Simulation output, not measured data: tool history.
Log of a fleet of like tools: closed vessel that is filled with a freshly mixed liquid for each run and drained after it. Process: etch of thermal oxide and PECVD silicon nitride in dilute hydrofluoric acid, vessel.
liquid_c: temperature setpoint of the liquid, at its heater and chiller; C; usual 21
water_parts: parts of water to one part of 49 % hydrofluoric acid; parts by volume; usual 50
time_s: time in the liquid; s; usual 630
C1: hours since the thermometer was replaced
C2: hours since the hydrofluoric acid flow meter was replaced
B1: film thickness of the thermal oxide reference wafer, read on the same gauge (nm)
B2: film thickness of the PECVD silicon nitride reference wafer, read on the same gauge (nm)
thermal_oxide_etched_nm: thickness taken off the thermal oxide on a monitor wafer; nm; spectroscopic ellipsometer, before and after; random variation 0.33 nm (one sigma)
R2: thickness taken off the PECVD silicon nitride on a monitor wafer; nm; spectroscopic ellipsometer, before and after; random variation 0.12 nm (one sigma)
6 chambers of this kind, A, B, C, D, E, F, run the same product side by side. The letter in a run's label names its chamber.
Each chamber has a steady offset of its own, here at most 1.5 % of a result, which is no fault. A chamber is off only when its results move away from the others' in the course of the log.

Run 1E, hour 12.4: usual settings; C1 828.4; C2 1485.2; B1 140.01; B2 50. Result: thermal_oxide_etched_nm 53.763 nm, R2 21.864 nm.
Run 2C, hour 25.2: usual settings; C1 2240.5; C2 34.5; B1 139.98; B2 49.989. Result: thermal_oxide_etched_nm 52.498 nm, R2 21.66 nm.
Run 3B, hour 36: usual settings; C1 156.5; C2 1518.3; B1 140; B2 49.995. Result: thermal_oxide_etched_nm 52.654 nm, R2 21.694 nm.
Run 4F, hour 45.5: usual settings; C1 609.6; C2 496.1; B1 140.01; B2 50.026. Result: thermal_oxide_etched_nm 53.307 nm, R2 21.765 nm.
At hour 47.1: chamber E: hydrofluoric acid flow meter replaced.
Run 5A, hour 55: usual settings; C1 222.8; C2 1680.8; B1 140.03; B2 49.984. Result: thermal_oxide_etched_nm 52.763 nm, R2 22.107 nm.
Run 6D, hour 64.3: usual settings but liquid_c 18.5 C, water_parts 40 parts by volume; C1 351.9; C2 695.6; B1 139.99; B2 50.011. Result: thermal_oxide_etched_nm 60.45 nm, R2 23.011 nm.
At hour 67: chamber A: hydrofluoric acid flow meter replaced.
Run 7B, hour 71.7: usual settings but liquid_c 18.5 C, water_parts 40 parts by volume; C1 192.2; C2 1554; B1 139.99; B2 49.976. Result: thermal_oxide_etched_nm 60.409 nm, R2 22.639 nm.
Run 8D, hour 82: usual settings but liquid_c 18.5 C, water_parts 40 parts by volume; C1 369.6; C2 713.3; B1 140; B2 50.024. Result: thermal_oxide_etched_nm 60.477 nm, R2 23.028 nm.
Run 9C, hour 91.2: usual settings but liquid_c 18.5 C, water_parts 40 parts by volume; C1 2306.5; C2 100.5; B1 139.98; B2 49.972. Result: thermal_oxide_etched_nm 59.769 nm, R2 22.699 nm.
Run 10E, hour 102.7: usual settings but liquid_c 18.5 C, water_parts 40 parts by volume; C1 918.7; C2 55.6; B1 140; B2 50.005. Result: thermal_oxide_etched_nm 61.012 nm, R2 22.593 nm.
Run 11A, hour 110.9: usual settings but liquid_c 18.5 C, water_parts 40 parts by volume; C1 278.7; C2 43.9; B1 140.03; B2 49.998. Result: thermal_oxide_etched_nm 59.836 nm, R2 23.096 nm.
Run 12F, hour 120.1: usual settings; C1 684.2; C2 570.7; B1 139.98; B2 50.005. Result: thermal_oxide_etched_nm 52.858 nm, R2 21.713 nm.
Run 13E, hour 126.4: usual settings; C1 942.4; C2 79.3; B1 140.03; B2 49.983. Result: thermal_oxide_etched_nm 53.478 nm, R2 21.837 nm.
Run 14A, hour 134: usual settings; C1 301.8; C2 67; B1 140; B2 50.006. Result: thermal_oxide_etched_nm 52.607 nm, R2 22.011 nm.
At hour 135.9: chamber B: hydrofluoric acid flow meter replaced.
Run 15C, hour 145.5: usual settings; C1 2360.8; C2 154.8; B1 140; B2 50.004. Result: thermal_oxide_etched_nm 52.837 nm, R2 21.635 nm.
Run 16B, hour 153.5: usual settings; C1 274; C2 17.7; B1 140.01; B2 49.994. Result: thermal_oxide_etched_nm 52.069 nm, R2 21.706 nm.
Run 17D, hour 164.7: usual settings; C1 452.3; C2 796; B1 140.01; B2 49.998. Result: thermal_oxide_etched_nm 52.855 nm, R2 21.963 nm.
Run 18F, hour 171.4: usual settings; C1 735.5; C2 622; B1 140.01; B2 50.004. Result: thermal_oxide_etched_nm 52.903 nm, R2 21.606 nm.
Run 19B, hour 183.7: usual settings; C1 304.2; C2 47.9; B1 139.99; B2 50.043. Result: thermal_oxide_etched_nm 52.61 nm, R2 21.921 nm.
Run 20A, hour 191.4: usual settings but time_s 835 s; C1 359.2; C2 124.4; B1 140; B2 49.987. Result: thermal_oxide_etched_nm 68.67 nm, R2 28.62 nm.
Run 21E, hour 198.6: usual settings but time_s 835 s; C1 1014.6; C2 151.5; B1 140.03; B2 49.992. Result: thermal_oxide_etched_nm 71.319 nm, R2 28.89 nm.
Run 22D, hour 207.7: usual settings but time_s 835 s; C1 495.3; C2 839; B1 140; B2 50.019. Result: thermal_oxide_etched_nm 69.59 nm, R2 29.465 nm.
Run 23F, hour 217.7: usual settings but time_s 835 s; C1 781.8; C2 668.3; B1 139.97; B2 50.025. Result: thermal_oxide_etched_nm 70.734 nm, R2 28.735 nm.
Run 24C, hour 224.8: usual settings but time_s 835 s; C1 2440.1; C2 234.1; B1 140; B2 50.008. Result: thermal_oxide_etched_nm 70.026 nm, R2 28.806 nm.
Run 25F, hour 234.1: usual settings but time_s 835 s; C1 798.2; C2 684.7; B1 139.99; B2 49.991. Result: thermal_oxide_etched_nm 70.228 nm, R2 28.777 nm.
Run 26D, hour 243: usual settings; C1 530.6; C2 874.3; B1 140; B2 50.002. Result: thermal_oxide_etched_nm 53.076 nm, R2 21.9 nm.
Run 27E, hour 254.6: usual settings; C1 1070.6; C2 207.5; B1 139.99; B2 49.963. Result: thermal_oxide_etched_nm 53.427 nm, R2 21.679 nm.
Run 28C, hour 265.2: usual settings; C1 2480.5; C2 274.5; B1 140; B2 49.99. Result: thermal_oxide_etched_nm 52.858 nm, R2 21.716 nm.
Run 29A, hour 277.4: usual settings; C1 445.2; C2 210.4; B1 140; B2 49.967. Result: thermal_oxide_etched_nm 50.583 nm, R2 20.636 nm.
Run 30B, hour 285.9: usual settings but water_parts 35 parts by volume, time_s 395 s; C1 406.4; C2 150.1; B1 139.96; B2 49.999. Result: thermal_oxide_etched_nm 47.981 nm, R2 19.057 nm.
At hour 293.2: chamber D: hydrofluoric acid flow meter replaced.
Run 31D, hour 298.9: usual settings but water_parts 35 parts by volume, time_s 395 s; C1 586.5; C2 5.7; B1 140; B2 50.004. Result: thermal_oxide_etched_nm 48.804 nm, R2 19.906 nm.
Run 32F, hour 312.6: usual settings but water_parts 35 parts by volume, time_s 395 s; C1 876.7; C2 763.2; B1 139.97; B2 50.047. Result: thermal_oxide_etched_nm 48.459 nm, R2 18.989 nm.
Run 33A, hour 323.6: usual settings but water_parts 35 parts by volume, time_s 395 s; C1 491.4; C2 256.6; B1 139.99; B2 49.995. Result: thermal_oxide_etched_nm 45.952 nm, R2 17.741 nm.
Run 34C, hour 333.8: usual settings but water_parts 35 parts by volume, time_s 395 s; C1 2549.1; C2 343.1; B1 140.02; B2 50.015. Result: thermal_oxide_etched_nm 47.594 nm, R2 19.092 nm.
Run 35B, hour 342.9: usual settings but water_parts 35 parts by volume, time_s 395 s; C1 463.4; C2 207.1; B1 140.01; B2 50.012. Result: thermal_oxide_etched_nm 48.368 nm, R2 19.104 nm.
Run 36E, hour 354.5: usual settings; C1 1170.5; C2 307.4; B1 140; B2 49.994. Result: thermal_oxide_etched_nm 53.436 nm, R2 21.533 nm.
Run 37B, hour 368.4: usual settings but water_parts 40 parts by volume; C1 488.9; C2 232.6; B1 140.02; B2 50.001. Result: thermal_oxide_etched_nm 67.619 nm, R2 27.062 nm.
Run 38A, hour 381.8: usual settings but water_parts 40 parts by volume; C1 549.6; C2 314.8; B1 140; B2 49.989. Result: thermal_oxide_etched_nm 62.787 nm, R2 24.55 nm.
Run 39C, hour 390.8: usual settings but water_parts 40 parts by volume; C1 2606.1; C2 400.1; B1 140.05; B2 49.994. Result: thermal_oxide_etched_nm 67.014 nm, R2 27.08 nm.

All 6 chambers run these settings next. Forecast each chamber's results:
Run 40A, hour 400.8: usual settings but water_parts 60 parts by volume. Result: thermal_oxide_etched_nm ?, R2 ?.
Run 40B, hour 400.8: usual settings but water_parts 60 parts by volume. Result: thermal_oxide_etched_nm ?, R2 ?.
Run 40C, hour 400.8: usual settings but water_parts 60 parts by volume. Result: thermal_oxide_etched_nm ?, R2 ?.
Run 40D, hour 400.8: usual settings but water_parts 60 parts by volume. Result: thermal_oxide_etched_nm ?, R2 ?.
Run 40E, hour 400.8: usual settings but water_parts 60 parts by volume. Result: thermal_oxide_etched_nm ?, R2 ?.
Run 40F, hour 400.8: usual settings but water_parts 60 parts by volume. Result: thermal_oxide_etched_nm ?, R2 ?.

run  thermal_oxide_etched_nm      R2
40A                   40.545  16.486
40B                   43.151  18.014
40C                   43.734  18.077
40D                   44.076  18.341
40E                   44.579  18.087
40F                   44.006   18.22
